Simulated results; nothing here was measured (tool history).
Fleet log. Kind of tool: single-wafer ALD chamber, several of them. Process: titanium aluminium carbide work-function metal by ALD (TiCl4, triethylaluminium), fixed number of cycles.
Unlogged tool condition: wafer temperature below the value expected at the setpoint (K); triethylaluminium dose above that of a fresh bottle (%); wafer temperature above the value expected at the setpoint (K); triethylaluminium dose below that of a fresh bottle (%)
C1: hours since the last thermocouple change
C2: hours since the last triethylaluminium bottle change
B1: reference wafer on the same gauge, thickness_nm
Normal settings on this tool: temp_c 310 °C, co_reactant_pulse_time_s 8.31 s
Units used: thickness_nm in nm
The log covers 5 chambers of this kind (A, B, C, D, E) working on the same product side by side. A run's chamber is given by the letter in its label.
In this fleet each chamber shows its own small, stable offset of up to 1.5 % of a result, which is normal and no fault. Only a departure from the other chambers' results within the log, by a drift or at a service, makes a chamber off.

{"run": "1E", "hour": 7.5, "temp_c": 310, "co_reactant_pulse_time_s": 8.31, "C1": 1058.8, "C2": 173.4, "B1": 1.6409, "thickness_nm": 2.0293}
{"run": "2B", "hour": 14.0, "temp_c": 310, "co_reactant_pulse_time_s": 8.31, "C1": 1602.4, "C2": 1017.2, "B1": 1.641, "thickness_nm": 2.0526}
{"run": "3D", "hour": 22.6, "temp_c": 310, "co_reactant_pulse_time_s": 8.31, "C1": 800.9, "C2": 946.6, "B1": 1.6399, "thickness_nm": 2.0648}
{"run": "4A", "hour": 29.2, "temp_c": 310, "co_reactant_pulse_time_s": 8.31, "C1": 1119.5, "C2": 869.4, "B1": 1.6399, "thickness_nm": 2.0435}
{"run": "5C", "hour": 33.6, "temp_c": 310, "co_reactant_pulse_time_s": 8.31, "C1": 793.3, "C2": 237, "B1": 1.6397, "thickness_nm": 2.008}
{"run": "6D", "hour": 38.5, "temp_c": 310, "co_reactant_pulse_time_s": 8.31, "C1": 816.8, "C2": 962.5, "B1": 1.6391, "thickness_nm": 2.0448}
{"run": "7C", "hour": 47.5, "temp_c": 310, "co_reactant_pulse_time_s": 8.31, "C1": 807.2, "C2": 250.9, "B1": 1.6407, "thickness_nm": 2.0218}
{"run": "8E", "hour": 55.5, "temp_c": 310, "co_reactant_pulse_time_s": 8.31, "C1": 1106.8, "C2": 221.4, "B1": 1.6387, "thickness_nm": 2.0192}
{"run": "9B", "hour": 62.3, "temp_c": 310, "co_reactant_pulse_time_s": 8.31, "C1": 1650.7, "C2": 1065.5, "B1": 1.6399, "thickness_nm": 2.045}
{"run": "10A", "hour": 67.3, "temp_c": 310, "co_reactant_pulse_time_s": 8.31, "C1": 1157.6, "C2": 907.5, "B1": 1.6399, "thickness_nm": 2.0443}
{"run": "11D", "hour": 73.0, "temp_c": 310, "co_reactant_pulse_time_s": 8.31, "C1": 851.3, "C2": 997, "B1": 1.6402, "thickness_nm": 2.0519}
{"run": "12C", "hour": 78.9, "temp_c": 310, "co_reactant_pulse_time_s": 8.31, "C1": 838.6, "C2": 282.3, "B1": 1.6407, "thickness_nm": 2.0094}
{"run": "13A", "hour": 83.6, "temp_c": 310, "co_reactant_pulse_time_s": 8.31, "C1": 1173.9, "C2": 923.8, "B1": 1.641, "thickness_nm": 2.0505}
{"run": "14E", "hour": 88.2, "temp_c": 310, "co_reactant_pulse_time_s": 8.31, "C1": 1139.5, "C2": 254.1, "B1": 1.6404, "thickness_nm": 2.0311}
{"run": "15B", "hour": 95.3, "temp_c": 310, "co_reactant_pulse_time_s": 8.31, "C1": 1683.7, "C2": 1098.5, "B1": 1.6403, "thickness_nm": 2.0407}
{"run": "16C", "hour": 99.6, "temp_c": 310, "co_reactant_pulse_time_s": 8.31, "C1": 859.3, "C2": 303, "B1": 1.6385, "thickness_nm": 1.999}
{"run": "17B", "hour": 107.8, "temp_c": 310, "co_reactant_pulse_time_s": 8.31, "C1": 1696.2, "C2": 1111, "B1": 1.6397, "thickness_nm": 2.0328}
{"run": "18D", "hour": 112.3, "temp_c": 310, "co_reactant_pulse_time_s": 8.31, "C1": 890.6, "C2": 1036.3, "B1": 1.64, "thickness_nm": 2.0429}
{"run": "19A", "hour": 117.0, "temp_c": 310, "co_reactant_pulse_time_s": 8.31, "C1": 1207.3, "C2": 957.2, "B1": 1.6388, "thickness_nm": 2.0382}
{"run": "20E", "hour": 122.8, "temp_c": 310, "co_reactant_pulse_time_s": 8.31, "C1": 1174.1, "C2": 288.7, "B1": 1.6385, "thickness_nm": 2.0213}
{"run": "21B", "hour": 129.6, "temp_c": 310, "co_reactant_pulse_time_s": 6.23, "C1": 1718, "C2": 1132.8, "B1": 1.641, "thickness_nm": 1.9097}
{"run": "22E", "hour": 138.3, "temp_c": 310, "co_reactant_pulse_time_s": 6.23, "C1": 1189.6, "C2": 304.2, "B1": 1.6395, "thickness_nm": 1.8946}
{"run": "23C", "hour": 143.2, "temp_c": 310, "co_reactant_pulse_time_s": 6.23, "C1": 902.9, "C2": 346.6, "B1": 1.6386, "thickness_nm": 1.8817}
{"run": "24D", "hour": 148.0, "temp_c": 310, "co_reactant_pulse_time_s": 6.23, "C1": 926.3, "C2": 1072, "B1": 1.6381, "thickness_nm": 1.8971}
{"run": "25A", "hour": 157.4, "temp_c": 310, "co_reactant_pulse_time_s": 6.23, "C1": 1247.7, "C2": 997.6, "B1": 1.6406, "thickness_nm": 1.905}
{"run": "26A", "hour": 166.7, "temp_c": 310, "co_reactant_pulse_time_s": 8.31, "C1": 1257, "C2": 1006.9, "B1": 1.639, "thickness_nm": 2.0401}
{"run": "27B", "hour": 172.3, "temp_c": 310, "co_reactant_pulse_time_s": 8.31, "C1": 1760.7, "C2": 1175.5, "B1": 1.6416, "thickness_nm": 2.0533}
{"run": "28C", "hour": 181.1, "temp_c": 310, "co_reactant_pulse_time_s": 8.31, "C1": 940.8, "C2": 384.5, "B1": 1.6391, "thickness_nm": 2.0126}
{"run": "29E", "hour": 185.9, "temp_c": 310, "co_reactant_pulse_time_s": 8.31, "C1": 1237.2, "C2": 351.8, "B1": 1.6399, "thickness_nm": 2.0116}
{"run": "30D", "hour": 191.2, "temp_c": 310, "co_reactant_pulse_time_s": 8.31, "C1": 969.5, "C2": 1115.2, "B1": 1.6404, "thickness_nm": 2.0305}
{"run": "31D", "hour": 200.7, "temp_c": 310, "co_reactant_pulse_time_s": 8.31, "C1": 979, "C2": 1124.7, "B1": 1.6402, "thickness_nm": 2.0442}
{"run": "32E", "hour": 209.3, "temp_c": 304, "co_reactant_pulse_time_s": 7.22, "C1": 1260.6, "C2": 375.2, "B1": 1.638, "thickness_nm": 1.9059}
{"run": "33B", "hour": 214.6, "temp_c": 304, "co_reactant_pulse_time_s": 7.22, "C1": 1803, "C2": 1217.8, "B1": 1.6395, "thickness_nm": 1.9407}
{"run": "34A", "hour": 220.3, "temp_c": 304, "co_reactant_pulse_time_s": 7.22, "C1": 1310.6, "C2": 1060.5, "B1": 1.6402, "thickness_nm": 1.9272}
{"run": "35C", "hour": 228.1, "temp_c": 304, "co_reactant_pulse_time_s": 7.22, "C1": 987.8, "C2": 431.5, "B1": 1.6393, "thickness_nm": 1.898}
{"run": "36A", "hour": 234.3, "temp_c": 304, "co_reactant_pulse_time_s": 7.22, "C1": 1324.6, "C2": 1074.5, "B1": 1.6399, "thickness_nm": 1.9236}
{"run": "37B", "hour": 240.8, "temp_c": 310, "co_reactant_pulse_time_s": 8.31, "C1": 1829.2, "C2": 1244, "B1": 1.6415, "thickness_nm": 2.0422}
{"run": "38E", "hour": 245.5, "temp_c": 310, "co_reactant_pulse_time_s": 8.31, "C1": 1296.8, "C2": 411.4, "B1": 1.639, "thickness_nm": 2.0313}
{"run": "39C", "hour": 251.1, "temp_c": 310, "co_reactant_pulse_time_s": 8.31, "C1": 1010.8, "C2": 454.5, "B1": 1.6401, "thickness_nm": 2.016}
{"run": "40D", "hour": 257.8, "temp_c": 310, "co_reactant_pulse_time_s": 8.31, "C1": 1036.1, "C2": 1181.8, "B1": 1.6394, "thickness_nm": 2.0329}
{"run": "41C", "hour": 267.1, "temp_c": 310, "co_reactant_pulse_time_s": 8.31, "C1": 1026.8, "C2": 470.5, "B1": 1.6388, "thickness_nm": 2.0022}
{"run": "42D", "hour": 273.0, "temp_c": 310, "co_reactant_pulse_time_s": 9.8, "C1": 1051.3, "C2": 1197, "B1": 1.6393, "thickness_nm": 2.1003}

Has any chamber moved away from the others, gradually or after a service, or does the common gauge drift, or do the chambers differ only by their own small steady offsets? State the chamber and the most likely cause if one applies.

The fleet is healthy, with each chamber sitting at its usual small offset and no drift in the gauge.
